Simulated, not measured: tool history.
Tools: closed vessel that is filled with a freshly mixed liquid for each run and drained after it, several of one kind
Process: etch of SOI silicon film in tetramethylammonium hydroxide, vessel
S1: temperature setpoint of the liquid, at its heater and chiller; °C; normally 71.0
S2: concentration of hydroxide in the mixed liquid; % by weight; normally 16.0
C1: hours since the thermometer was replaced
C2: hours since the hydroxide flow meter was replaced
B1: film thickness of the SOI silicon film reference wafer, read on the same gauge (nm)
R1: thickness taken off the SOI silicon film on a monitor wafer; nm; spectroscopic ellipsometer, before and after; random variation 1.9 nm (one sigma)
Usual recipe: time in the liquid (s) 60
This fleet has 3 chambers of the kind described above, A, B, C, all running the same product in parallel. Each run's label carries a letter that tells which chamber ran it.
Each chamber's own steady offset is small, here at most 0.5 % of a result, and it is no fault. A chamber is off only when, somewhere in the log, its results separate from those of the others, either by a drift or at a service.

run 1B hour=5.0 | S1=71.0 S2=16.0 time_in_the_liquid_(s)=60 | C1=320.3 C2=290.4 | B1=50.004 | R1=365.21
run 2A hour=9.3 | S1=71.0 S2=16.0 time_in_the_liquid_(s)=60 | C1=754.8 C2=306.1 | B1=50.013 | R1=367.34
run 3C hour=16.3 | S1=71.0 S2=16.0 time_in_the_liquid_(s)=60 | C1=2421.2 C2=347.9 | B1=49.995 | R1=371.36
run 4A hour=25.1 | S1=71.0 S2=16.0 time_in_the_liquid_(s)=60 | C1=770.6 C2=321.9 | B1=49.986 | R1=370.42
run 5C hour=31.1 | S1=71.0 S2=16.0 time_in_the_liquid_(s)=60 | C1=2436.0 C2=362.7 | B1=49.965 | R1=372.58
run 6B hour=37.7 | S1=74.5 S2=13.5 time_in_the_liquid_(s)=60 | C1=353.0 C2=323.1 | B1=49.984 | R1=484.37
run 7A hour=44.9 | S1=74.5 S2=13.5 time_in_the_liquid_(s)=60 | C1=790.4 C2=341.7 | B1=50.030 | R1=490.76
run 8B hour=49.5 | S1=74.5 S2=13.5 time_in_the_liquid_(s)=60 | C1=364.8 C2=334.9 | B1=50.010 | R1=484.97
run 9C hour=54.4 | S1=71.0 S2=16.0 time_in_the_liquid_(s)=60 | C1=2459.3 C2=386.0 | B1=50.005 | R1=371.19
run 10A hour=62.7 | S1=71.0 S2=16.0 time_in_the_liquid_(s)=60 | C1=808.2 C2=359.5 | B1=50.016 | R1=363.53
run 11B hour=71.2 | S1=71.0 S2=19.0 time_in_the_liquid_(s)=80 | C1=386.5 C2=356.6 | B1=49.971 | R1=456.81
run 12C hour=78.9 | S1=71.0 S2=19.0 time_in_the_liquid_(s)=80 | C1=2483.8 C2=410.5 | B1=50.039 | R1=459.68
run 13C hour=86.8 | S1=71.0 S2=19.0 time_in_the_liquid_(s)=80 | C1=2491.7 C2=418.4 | B1=49.966 | R1=463.08
run 14B hour=91.6 | S1=74.0 S2=20.5 time_in_the_liquid_(s)=60 | C1=406.9 C2=377.0 | B1=50.012 | R1=393.01
run 15A hour=95.9 | S1=74.0 S2=20.5 time_in_the_liquid_(s)=60 | C1=841.4 C2=392.7 | B1=50.002 | R1=388.62
run 16C hour=104.1 | S1=74.0 S2=20.5 time_in_the_liquid_(s)=60 | C1=2509.0 C2=435.7 | B1=50.039 | R1=393.97
run 17A hour=110.5 | S1=71.0 S2=16.0 time_in_the_liquid_(s)=60 | C1=856.0 C2=407.3 | B1=49.976 | R1=359.86
run 18B hour=117.4 | S1=71.0 S2=16.0 time_in_the_liquid_(s)=60 | C1=432.7 C2=402.8 | B1=50.026 | R1=369.70
run 19B hour=124.8 | S1=71.0 S2=16.0 time_in_the_liquid_(s)=60 | C1=440.1 C2=410.2 | B1=49.956 | R1=369.63
run 20A hour=130.3 | S1=71.0 S2=16.0 time_in_the_liquid_(s)=80 | C1=875.8 C2=427.1 | B1=49.990 | R1=476.78
run 21C hour=134.6 | S1=71.0 S2=16.0 time_in_the_liquid_(s)=80 | C1=2539.5 C2=466.2 | B1=49.986 | R1=492.45
run 22A hour=143.7 | S1=71.0 S2=16.0 time_in_the_liquid_(s)=80 | C1=889.2 C2=440.5 | B1=50.005 | R1=478.85
run 23B hour=152.1 | S1=78.5 S2=12.5 time_in_the_liquid_(s)=60 | C1=467.4 C2=437.5 | B1=50.004 | R1=627.38
run 24C hour=159.4 | S1=78.5 S2=12.5 time_in_the_liquid_(s)=60 | C1=2564.3 C2=491.0 | B1=50.010 | R1=637.46
run 25A hour=166.1 | S1=78.5 S2=12.5 time_in_the_liquid_(s)=60 | C1=911.6 C2=462.9 | B1=49.990 | R1=614.68
run 26C hour=171.5 | S1=71.0 S2=16.0 time_in_the_liquid_(s)=60 | C1=2576.4 C2=503.1 | B1=49.992 | R1=372.39
run 27B hour=180.5 | S1=71.0 S2=16.0 time_in_the_liquid_(s)=60 | C1=495.8 C2=465.9 | B1=49.961 | R1=368.00
run 28A hour=185.1 | S1=71.0 S2=16.0 time_in_the_liquid_(s)=60 | C1=930.6 C2=481.9 | B1=49.984 | R1=356.38
run 29C hour=190.9 | S1=71.0 S2=18.5 time_in_the_liquid_(s)=45 | C1=2595.8 C2=522.5 | B1=49.990 | R1=262.92
run 30B hour=196.2 | S1=71.0 S2=18.5 time_in_the_liquid_(s)=45 | C1=511.5 C2=481.6 | B1=50.011 | R1=260.90
run 31B hour=203.5 | S1=71.0 S2=18.5 time_in_the_liquid_(s)=45 | C1=518.8 C2=488.9 | B1=49.994 | R1=259.76
run 32A hour=208.9 | S1=71.0 S2=16.0 time_in_the_liquid_(s)=60 | C1=954.4 C2=505.7 | B1=49.998 | R1=352.47

Has any chamber moved away from the others, gradually or after a service, or does the common gauge drift, or do the chambers differ only by their own small steady offsets? State the chamber and the most likely cause if one applies.

Little by little, chamber A moves away from the other chambers.
What lies behind it: liquid colder than its thermometer reads (K) = 0.889.
With only this log, it may be confused with: hydroxide flow above the setpoint (%).

Chamber A could run next with any of the 4 candidate recipes listed below; each alters the usual settings, and their results appear as question marks. Which one brings its results back in line with what the other chambers deliver on the usual settings?
Counts as in line when no further than this from what the other chambers average on the usual settings: R1 6.80 nm
run 33A-1 hour=215.5 | S1=71.0 S2=15.0 time_in_the_liquid_(s)=60 | R1=?
run 33A-2 hour=215.5 | S1=71.0 S2=18.0 time_in_the_liquid_(s)=60 | R1=?
run 33A-3 hour=215.5 | S1=71.0 S2=17.0 time_in_the_liquid_(s)=60 | R1=?
run 33A-4 hour=215.5 | S1=71.0 S2=14.0 time_in_the_liquid_(s)=60 | R1=?

The mean the other chambers reach with the usual settings: R1 369.59 nm
run=33A-1 R1=358.42
run=33A-2 R1=335.46
run=33A-3 R1=343.11
run=33A-4 R1=372.07
It is 33A-4 that realigns the chamber with its peers.
